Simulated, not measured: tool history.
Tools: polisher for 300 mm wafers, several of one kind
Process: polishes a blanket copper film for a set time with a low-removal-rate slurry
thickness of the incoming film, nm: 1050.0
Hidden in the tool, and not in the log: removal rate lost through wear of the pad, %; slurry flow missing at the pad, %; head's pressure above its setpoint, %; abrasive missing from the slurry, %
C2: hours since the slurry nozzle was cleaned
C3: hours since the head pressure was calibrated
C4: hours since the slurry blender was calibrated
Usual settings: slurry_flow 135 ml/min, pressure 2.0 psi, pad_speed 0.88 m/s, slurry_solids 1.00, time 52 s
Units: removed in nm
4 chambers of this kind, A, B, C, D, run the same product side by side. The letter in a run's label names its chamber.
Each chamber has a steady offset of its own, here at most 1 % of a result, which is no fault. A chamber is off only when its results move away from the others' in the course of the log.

run 1A hour=8.0 | slurry_flow=135 pressure=2.0 pad_speed=0.88 slurry_solids=1.00 time=52 | wafers_polished_on_this_pad=725 C2=315.0 C3=150.4 C4=16.0 | removed=80.114
run 2D hour=19.0 | slurry_flow=135 pressure=2.0 pad_speed=0.88 slurry_solids=1.00 time=52 | wafers_polished_on_this_pad=921 C2=367.4 C3=457.6 C4=168.9 | removed=79.728
run 3C hour=31.9 | slurry_flow=135 pressure=2.0 pad_speed=0.88 slurry_solids=1.00 time=52 | wafers_polished_on_this_pad=545 C2=34.9 C3=554.7 C4=106.1 | removed=78.870
-- hour=35.3 chamber B: worn pad replaced by a new one
run 4B hour=46.4 | slurry_flow=135 pressure=2.0 pad_speed=0.88 slurry_solids=1.00 time=52 | wafers_polished_on_this_pad=91 C2=155.4 C3=625.9 C4=59.7 | removed=78.154
run 5D hour=55.7 | slurry_flow=135 pressure=2.0 pad_speed=0.88 slurry_solids=1.00 time=52 | wafers_polished_on_this_pad=1222 C2=404.1 C3=494.3 C4=205.6 | removed=79.140
-- hour=56.3 chamber C: worn pad replaced by a new one
-- hour=57.2 chamber A: slurry nozzle cleaned
-- hour=58.4 chamber D: worn pad replaced by a new one
run 6B hour=66.1 | slurry_flow=135 pressure=2.0 pad_speed=0.88 slurry_solids=1.00 time=52 | wafers_polished_on_this_pad=252 C2=175.1 C3=645.6 C4=79.4 | removed=79.691
run 7C hour=76.6 | slurry_flow=135 pressure=2.0 pad_speed=0.88 slurry_solids=1.00 time=52 | wafers_polished_on_this_pad=166 C2=79.6 C3=599.4 C4=150.8 | removed=79.169
run 8A hour=88.3 | slurry_flow=135 pressure=2.0 pad_speed=0.88 slurry_solids=1.00 time=52 | wafers_polished_on_this_pad=1383 C2=31.2 C3=230.7 C4=96.3 | removed=80.717
-- hour=91.7 chamber B: worn pad replaced by a new one
run 9C hour=95.0 | slurry_flow=135 pressure=2.0 pad_speed=0.88 slurry_solids=1.00 time=52 | wafers_polished_on_this_pad=317 C2=98.0 C3=617.8 C4=169.2 | removed=79.841
run 10A hour=105.7 | slurry_flow=135 pressure=2.0 pad_speed=0.88 slurry_solids=1.00 time=52 | wafers_polished_on_this_pad=1525 C2=48.6 C3=248.1 C4=113.7 | removed=80.585
-- hour=108.3 chamber A: worn pad replaced by a new one
run 11B hour=117.0 | slurry_flow=135 pressure=2.0 pad_speed=0.88 slurry_solids=1.00 time=52 | wafers_polished_on_this_pad=207 C2=226.0 C3=696.5 C4=130.3 | removed=78.341
run 12D hour=124.4 | slurry_flow=135 pressure=2.0 pad_speed=0.88 slurry_solids=1.00 time=52 | wafers_polished_on_this_pad=541 C2=472.8 C3=563.0 C4=274.3 | removed=79.641
-- hour=127.9 chamber C: worn pad replaced by a new one
run 13A hour=136.9 | slurry_flow=135 pressure=2.0 pad_speed=0.88 slurry_solids=1.00 time=52 | wafers_polished_on_this_pad=234 C2=79.8 C3=279.3 C4=144.9 | removed=79.686
run 14B hour=147.0 | slurry_flow=135 pressure=2.0 pad_speed=0.88 slurry_solids=1.00 time=52 | wafers_polished_on_this_pad=453 C2=256.0 C3=726.5 C4=160.3 | removed=77.902
-- hour=152.3 chamber B: worn pad replaced by a new one
run 15D hour=155.7 | slurry_flow=135 pressure=2.4 pad_speed=0.88 slurry_solids=0.85 time=52 | wafers_polished_on_this_pad=797 C2=504.1 C3=594.3 C4=305.6 | removed=91.397
run 16C hour=170.9 | slurry_flow=135 pressure=2.4 pad_speed=0.88 slurry_solids=0.85 time=52 | wafers_polished_on_this_pad=353 C2=173.9 C3=693.7 C4=245.1 | removed=89.950
run 17D hour=181.8 | slurry_flow=135 pressure=2.4 pad_speed=0.88 slurry_solids=0.85 time=52 | wafers_polished_on_this_pad=1011 C2=530.2 C3=620.4 C4=331.7 | removed=92.886
-- hour=192.1 chamber D: slurry blender recalibrated
run 18C hour=193.9 | slurry_flow=135 pressure=2.4 pad_speed=0.88 slurry_solids=0.85 time=52 | wafers_polished_on_this_pad=541 C2=196.9 C3=716.7 C4=268.1 | removed=87.804
-- hour=195.9 chamber B: slurry nozzle cleaned
-- hour=197.4 chamber B: slurry blender recalibrated
-- hour=197.4 chamber D: worn pad replaced by a new one
run 19A hour=203.0 | slurry_flow=135 pressure=2.0 pad_speed=0.88 slurry_solids=1.00 time=52 | wafers_polished_on_this_pad=776 C2=145.9 C3=345.4 C4=211.0 | removed=78.269
run 20B hour=211.1 | slurry_flow=135 pressure=2.0 pad_speed=0.88 slurry_solids=1.00 time=52 | wafers_polished_on_this_pad=482 C2=15.3 C3=790.6 C4=13.8 | removed=79.797
-- hour=212.9 chamber B: worn pad replaced by a new one
-- hour=217.7 chamber C: worn pad replaced by a new one
run 21C hour=223.4 | slurry_flow=135 pressure=2.0 pad_speed=0.88 slurry_solids=1.00 time=52 | wafers_polished_on_this_pad=47 C2=226.4 C3=746.2 C4=297.6 | removed=74.381
run 22A hour=231.7 | slurry_flow=135 pressure=2.0 pad_speed=0.88 slurry_solids=1.00 time=52 | wafers_polished_on_this_pad=1011 C2=174.6 C3=374.1 C4=239.7 | removed=79.674
run 23D hour=240.0 | slurry_flow=135 pressure=1.5 pad_speed=0.88 slurry_solids=1.00 time=52 | wafers_polished_on_this_pad=349 C2=588.4 C3=678.6 C4=47.9 | removed=60.491
run 24B hour=248.6 | slurry_flow=135 pressure=1.5 pad_speed=0.88 slurry_solids=1.00 time=52 | wafers_polished_on_this_pad=293 C2=52.8 C3=828.1 C4=51.3 | removed=59.113
run 25B hour=258.7 | slurry_flow=135 pressure=1.5 pad_speed=0.88 slurry_solids=1.00 time=52 | wafers_polished_on_this_pad=376 C2=62.9 C3=838.2 C4=61.4 | removed=59.329
run 26D hour=268.0 | slurry_flow=135 pressure=1.5 pad_speed=0.88 slurry_solids=1.00 time=52 | wafers_polished_on_this_pad=579 C2=616.4 C3=706.6 C4=75.9 | removed=59.714

Next, every chamber runs the same settings. What will each give?
run 27A hour=278.9 | slurry_flow=135 pressure=2.0 pad_speed=0.88 slurry_solids=1.00 time=41 | removed=?
run 27B hour=278.9 | slurry_flow=135 pressure=2.0 pad_speed=0.88 slurry_solids=1.00 time=41 | removed=?
run 27C hour=278.9 | slurry_flow=135 pressure=2.0 pad_speed=0.88 slurry_solids=1.00 time=41 | removed=?
run 27D hour=278.9 | slurry_flow=135 pressure=2.0 pad_speed=0.88 slurry_solids=1.00 time=41 | removed=?

run=27A removed=62.263
run=27B removed=62.027
run=27C removed=56.453
run=27D removed=61.666
